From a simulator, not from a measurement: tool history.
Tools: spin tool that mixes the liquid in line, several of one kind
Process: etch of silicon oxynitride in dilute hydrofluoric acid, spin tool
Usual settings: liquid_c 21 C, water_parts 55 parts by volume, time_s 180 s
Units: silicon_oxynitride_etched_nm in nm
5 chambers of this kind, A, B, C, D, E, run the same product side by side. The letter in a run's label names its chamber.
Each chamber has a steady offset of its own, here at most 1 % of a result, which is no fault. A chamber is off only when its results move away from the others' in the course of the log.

run   hour  liquid_c  water_parts  time_s  read-back film thickness of the silicon oxynitride reference wafer, read on the same gauge (nm)  silicon_oxynitride_etched_nm
 1B    9.2        21           55     180                                                                                           139.98                        9.3728
 2C   18.6        21           55     180                                                                                              140                        9.3902
 3A   29.6        21           55     180                                                                                           139.98                        9.3651
 4E   38.8        21           55     180                                                                                           139.99                        9.3853
 5D   47.1        21           55     180                                                                                           139.98                        9.3404
 6A   53.9        21           55     180                                                                                              140                        9.3975
 7B   59.4        21           55     180                                                                                           140.01                        9.2593
 8E   68.1        21           55     180                                                                                           140.05                         9.287
 9C   74.8        21           55     180                                                                                           139.98                        9.4375
10D   83.4        21           40     180                                                                                           140.02                        13.074
11C   88.3        21           40     180                                                                                           140.02                        13.159
12E     99        21           40     180                                                                                           139.99                        13.167
13B  110.4        21           40     180                                                                                           140.02                            13
     120.1  -- chamber A: thermometer replaced
14A  121.2        21           40     180                                                                                           139.99                        12.944
15D  132.5      24.5           30     180                                                                                           139.99                        20.963
16C  139.8      24.5           30     180                                                                                           139.99                        21.036
17B  145.3      24.5           30     180                                                                                           140.01                        20.884
18E  150.8      24.5           30     180                                                                                           140.01                        21.218
19A  157.6      24.5           30     180                                                                                              140                        20.527
20D    164        21           55     180                                                                                           140.02                        9.4666
21D  172.8        21           55     120                                                                                           140.01                        6.2579
22A  178.4        21           55     120                                                                                           140.01                         6.222
23C  184.8        21           55     120                                                                                           139.99                        6.2733
24E  190.5        21           55     120                                                                                           139.97                        6.4741
25B    196        21           55     120                                                                                           140.01                        6.1994
26B  207.5        21           55     180                                                                                              140                        9.3313
27D  215.5        17           55     245                                                                                           139.98                        10.315
28A  222.3        17           55     245                                                                                           139.98                         10.36
29C  228.9        17           55     245                                                                                           139.96                        10.519
30E  234.7        17           55     245                                                                                           139.96                        10.857
31A  240.7        17           55     245                                                                                           139.97                         10.45
32E  247.8        21           55     180                                                                                           140.05                        9.7682
33D  258.3        21           65     180                                                                                           139.99                        7.8392
34C  268.6        21           65     180                                                                                           140.01                        7.9224
35B  278.9        21           65     180                                                                                              140                        7.8385

All 5 chambers run these settings next. Forecast each chamber's results:
36A  287.2        21           55     180                                                                                                                              ?
36B  287.2        21           55     180                                                                                                                              ?
36C  287.2        21           55     180                                                                                                                              ?
36D  287.2        21           55     180                                                                                                                              ?
36E  287.2        21           55     180                                                                                                                              ?

run  silicon_oxynitride_etched_nm
36A                        9.3302
36B                        9.3539
36C                        9.4118
36D                         9.414
36E                         9.891
